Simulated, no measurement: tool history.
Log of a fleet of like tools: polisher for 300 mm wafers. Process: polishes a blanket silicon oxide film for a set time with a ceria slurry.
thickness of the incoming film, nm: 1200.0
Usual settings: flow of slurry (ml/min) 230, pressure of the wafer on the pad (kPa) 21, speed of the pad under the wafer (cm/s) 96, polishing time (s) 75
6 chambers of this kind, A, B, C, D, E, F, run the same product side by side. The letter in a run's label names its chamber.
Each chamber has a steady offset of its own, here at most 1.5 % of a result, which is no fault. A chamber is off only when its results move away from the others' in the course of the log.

run   hour  flow of slurry (ml/min)  pressure of the wafer on the pad (kPa)  speed of the pad under the wafer (cm/s)  polishing time (s)  wafers polished on this pad  hours since the slurry nozzle was cleaned  hours since the head pressure was calibrated  film removed (angstrom)
 1E    2.5                      230                                      21                                       96                  75                          560                                         40                                          68.9                   2993.7
       2.7  -- chamber A: slurry nozzle cleaned
       6.2  -- chamber B: worn pad replaced by a new one
 2A    6.6                      230                                      21                                       96                  75                          261                                        3.9                                         372.2                   3049.7
 3D     11                      230                                      21                                       96                  75                          217                                      626.5                                         303.8                   3041.3
 4F   16.2                      230                                      21                                       96                  75                          342                                         30                                         118.7                     2979
      17.7  -- chamber C: slurry nozzle cleaned
 5C   19.3                      230                                      21                                       96                  75                          378                                        1.7                                         670.9                   2995.4
      22.8  -- chamber D: head pressure recalibrated
 6B     23                      230                                      21                                       96                  75                          187                                       89.6                                         690.6                     3016
 7E   28.5                      230                                      21                                       96                  75                          849                                         66                                          94.9                   3046.9
 8F   33.9                      230                                      21                                       96                  75                          539                                       47.7                                         136.4                   2968.9
 9A   38.1                      230                                      21                                       96                  75                          612                                       35.4                                         403.7                   2945.9
      39.4  -- chamber D: worn pad replaced by a new one
10B   41.1                      230                                      21                                       80                  88                          389                                      107.7                                         708.7                   2936.3
11D   45.5                      230                                      21                                       80                  88                           67                                        661                                          22.7                   2958.9
12C   50.1                      230                                      21                                       80                  88                          720                                       32.5                                         701.7                   2950.7
      50.7  -- chamber E: worn pad replaced by a new one
13E   55.2                      230                                      21                                       80                  88                           50                                       92.7                                         121.6                   2906.9
14C   60.8                      230                                      21                                       80                  88                          839                                       43.2                                         712.4                   2978.6
15D   65.3                      230                                      21                                       80                  88                          287                                      680.8                                          42.5                   2938.6
      67.2  -- chamber B: worn pad replaced by a new one
16F   68.3                      230                                      21                                       96                  75                          921                                       82.1                                         170.8                   2967.9
17B   71.8                      230                                      21                                       96                  75                           52                                      138.4                                         739.4                   3030.4
      75.2  -- chamber F: worn pad replaced by a new one
18A     77                      230                                      21                                       96                  75                         1044                                       74.3                                         442.6                   3017.6
      77.9  -- chamber D: slurry nozzle cleaned
19A     81                      230                                      21                                       96                  75                         1089                                       78.3                                         446.6                   3006.3
20E   85.4                      230                                      21                                       96                  75                          386                                      122.9                                         151.8                   3032.5
21D   88.9                      230                                      21                                       96                  75                          550                                         11                                          66.1                   2929.2
      93.1  -- chamber D: worn pad replaced by a new one
22B   94.1                      230                                      21                                       96                  75                          300                                      160.7                                         761.7                   3018.7
23F   98.1                      230                                      21                                       96                  75                          255                                      111.9                                         200.6                   2930.1
     100.9  -- chamber A: worn pad replaced by a new one
24C  103.3                      230                                      21                                       96                  75                         1311                                       85.7                                         754.9                   3013.6
25E  107.1                      230                                      21                                       96                  75                          627                                      144.6                                         173.5                   2998.2
     109.5  -- chamber C: worn pad replaced by a new one
26B    111                      230                                      21                                       96                  75                          488                                      177.6                                         778.6                   3033.9
27D  113.5                      230                                      21                                       96                  75                          226                                       35.6                                          90.7                   3061.5
28C  118.2                      230                                      21                                       96                  75                           96                                      100.6                                         769.8                     2973
     121.2  -- chamber B: worn pad replaced by a new one
29F  121.3                      230                                      21                                       96                  75                          513                                      135.1                                         223.8                   2827.7
30A  124.8                      230                                      21                                       96                  75                          265                                      122.1                                         490.4                   3041.5
31F  128.7                      230                                      21                                       96                  75                          595                                      142.5                                         231.2                   2826.6
     130.7  -- chamber E: worn pad replaced by a new one
32B  132.9                      230                                      21                                       96                  75                          130                                      199.5                                         800.5                   3058.1
33A  137.9                      230                                      21                                       96                  75                          411                                      135.2                                         503.5                   3020.8
     140.2  -- chamber D: worn pad replaced by a new one
34D  141.9                      230                                      21                                       96                  75                           18                                         64                                         119.1                   2997.3
35C  146.8                      230                                      21                                       96                  75                          414                                      129.2                                         798.4                   3014.6
36E  151.5                      230                                      21                                       96                  75                          231                                        189                                         217.9                   3037.7
37D  154.8                      230                                      21                                       96                  75                          162                                       76.9                                           132                   3013.7
38B  158.4                      230                                      21                                       96                  75                          414                                        225                                           826                   2995.9
39C  163.2                      295                                      21                                       96                  94                          597                                      145.6                                         814.8                   3849.3
40A  166.2                      295                                      21                                       96                  94                          726                                      163.5                                         531.8                     3911
41E  170.9                      295                                      21                                       96                  94                          447                                      208.4                                         237.3                   3759.4

Next, every chamber runs the same settings. What will each give?
42A   175                      230                                      21                                       96                  75                                                                                                                                              ?
42B   175                      230                                      21                                       96                  75                                                                                                                                              ?
42C   175                      230                                      21                                       96                  75                                                                                                                                              ?
42D   175                      230                                      21                                       96                  75                                                                                                                                              ?
42E   175                      230                                      21                                       96                  75                                                                                                                                              ?
42F   175                      230                                      21                                       96                  75                                                                                                                                              ?

run  film removed (angstrom)
42A                   2961.7
42B                   2997.8
42C                   2986.6
42D                   2988.2
42E                   3035.2
42F                   2646.6
